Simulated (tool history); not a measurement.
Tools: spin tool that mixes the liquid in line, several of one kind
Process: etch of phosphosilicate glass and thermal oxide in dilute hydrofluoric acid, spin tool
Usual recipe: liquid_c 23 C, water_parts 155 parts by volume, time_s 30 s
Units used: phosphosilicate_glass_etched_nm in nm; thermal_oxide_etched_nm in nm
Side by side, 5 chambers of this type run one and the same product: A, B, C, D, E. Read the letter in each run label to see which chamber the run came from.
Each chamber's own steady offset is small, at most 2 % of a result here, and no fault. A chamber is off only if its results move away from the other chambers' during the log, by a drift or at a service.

run   hour  liquid_c  water_parts  time_s  read-back film thickness of the phosphosilicate glass reference wafer, read on the same gauge (nm)  read-back film thickness of the thermal oxide reference wafer, read on the same gauge (nm)  phosphosilicate_glass_etched_nm  thermal_oxide_etched_nm
 1B    8.8        23          155      30                                                                                              69.989                                                                                      80.034                           35.806                  0.87184
 2E   15.3        23          155      30                                                                                              70.002                                                                                      80.017                           35.353                  0.85616
 3C   20.1        23          155      30                                                                                              69.995                                                                                          80                           34.805                  0.89516
 4D   26.3        23          155      30                                                                                              69.995                                                                                      80.024                           34.166                  0.86418
 5A   33.6        23          155      30                                                                                              70.001                                                                                      80.047                           34.606                  0.87501
      40.3  -- chamber A: hydrofluoric acid flow meter replaced
 6C   40.5        23          155      30                                                                                              69.992                                                                                      80.028                           34.815                  0.84237
 7D   49.7        23          155      30                                                                                              69.985                                                                                      80.035                           34.574                  0.85983
      52.4  -- chamber E: thermometer replaced
 8A   57.5        23          155      30                                                                                              69.996                                                                                       80.01                           34.078                  0.91429
 9B   66.2        23          155      30                                                                                              70.022                                                                                      79.956                            35.34                  0.89515
10E   70.4        23          185      30                                                                                               70.01                                                                                      79.972                           28.717                  0.68511
11D   78.7        23          185      30                                                                                              69.985                                                                                      80.009                           27.931                  0.75359
12E   87.3        23          185      30                                                                                              70.027                                                                                      79.984                           28.848                  0.68987
13B   94.9        23          185      30                                                                                              69.986                                                                                      80.006                           28.953                  0.68007
14C  104.6        23          185      30                                                                                              69.995                                                                                      80.019                            28.18                  0.70949
15A  111.4        23          155      30                                                                                              70.017                                                                                       79.99                           34.786                  0.82058
16A  118.1        23          155      30                                                                                              70.013                                                                                      79.984                           34.678                  0.88592
17C    124        23          155      30                                                                                              69.992                                                                                      80.014                           35.334                  0.90195
18E  131.7        23          155      30                                                                                              69.994                                                                                      79.963                            34.89                  0.85842
19D  141.2        28          100      30                                                                                              70.001                                                                                      80.008                           70.235                   1.7591
20B  148.5        28          100      30                                                                                              70.004                                                                                      79.994                           70.429                   1.7597
21C  154.8        28          100      30                                                                                              69.998                                                                                       80.04                           69.655                   1.7756
     158.9  -- chamber B: hydrofluoric acid flow meter replaced
22E  163.2        28          100      30                                                                                              70.006                                                                                      79.992                           69.093                   1.7852
23D  168.3        28          100      30                                                                                              70.017                                                                                      80.006                           69.631                   1.8185
24B  173.6      19.5          155      30                                                                                              69.999                                                                                          80                           31.549                  0.80575
25A  178.3      19.5          155      30                                                                                              70.008                                                                                      80.008                           29.953                  0.77862
26C  187.8      19.5          155      30                                                                                              69.997                                                                                      80.015                           30.266                  0.75378
27A  192.2      19.5          155      30                                                                                              69.979                                                                                       80.02                           30.032                   0.7473
28E  201.9      19.5          155      30                                                                                              70.024                                                                                      80.026                           30.218                  0.79215
29B  209.9        23          155      30                                                                                              70.002                                                                                       80.03                           35.096                  0.87326
30D  218.9        23          155      30                                                                                              69.994                                                                                      80.039                           34.849                  0.90059
31C  227.3        23          155      30                                                                                              69.998                                                                                      79.993                           34.667                  0.81151
32D  236.8      19.5          195      30                                                                                              70.007                                                                                       79.96                           22.757                  0.58987
33B    242      19.5          195      30                                                                                              70.015                                                                                      80.024                           23.548                  0.55022
34E  251.2      19.5          195      30                                                                                              70.006                                                                                      80.011                           23.598                  0.54861

All chambers now run identical settings, listed one chamber a line with results as question marks. What results will each chamber show?
35A  258.1        23          155      30                                                                                                                                                                                                                                ?                        ?
35B  258.1        23          155      30                                                                                                                                                                                                                                ?                        ?
35C  258.1        23          155      30                                                                                                                                                                                                                                ?                        ?
35D  258.1        23          155      30                                                                                                                                                                                                                                ?                        ?
35E  258.1        23          155      30                                                                                                                                                                                                                                ?                        ?

run  phosphosilicate_glass_etched_nm  thermal_oxide_etched_nm
35A                            34.88                  0.90087
35B                           35.646                  0.85712
35C                           34.921                  0.88162
35D                           34.705                  0.89458
35E                           35.216                  0.88593
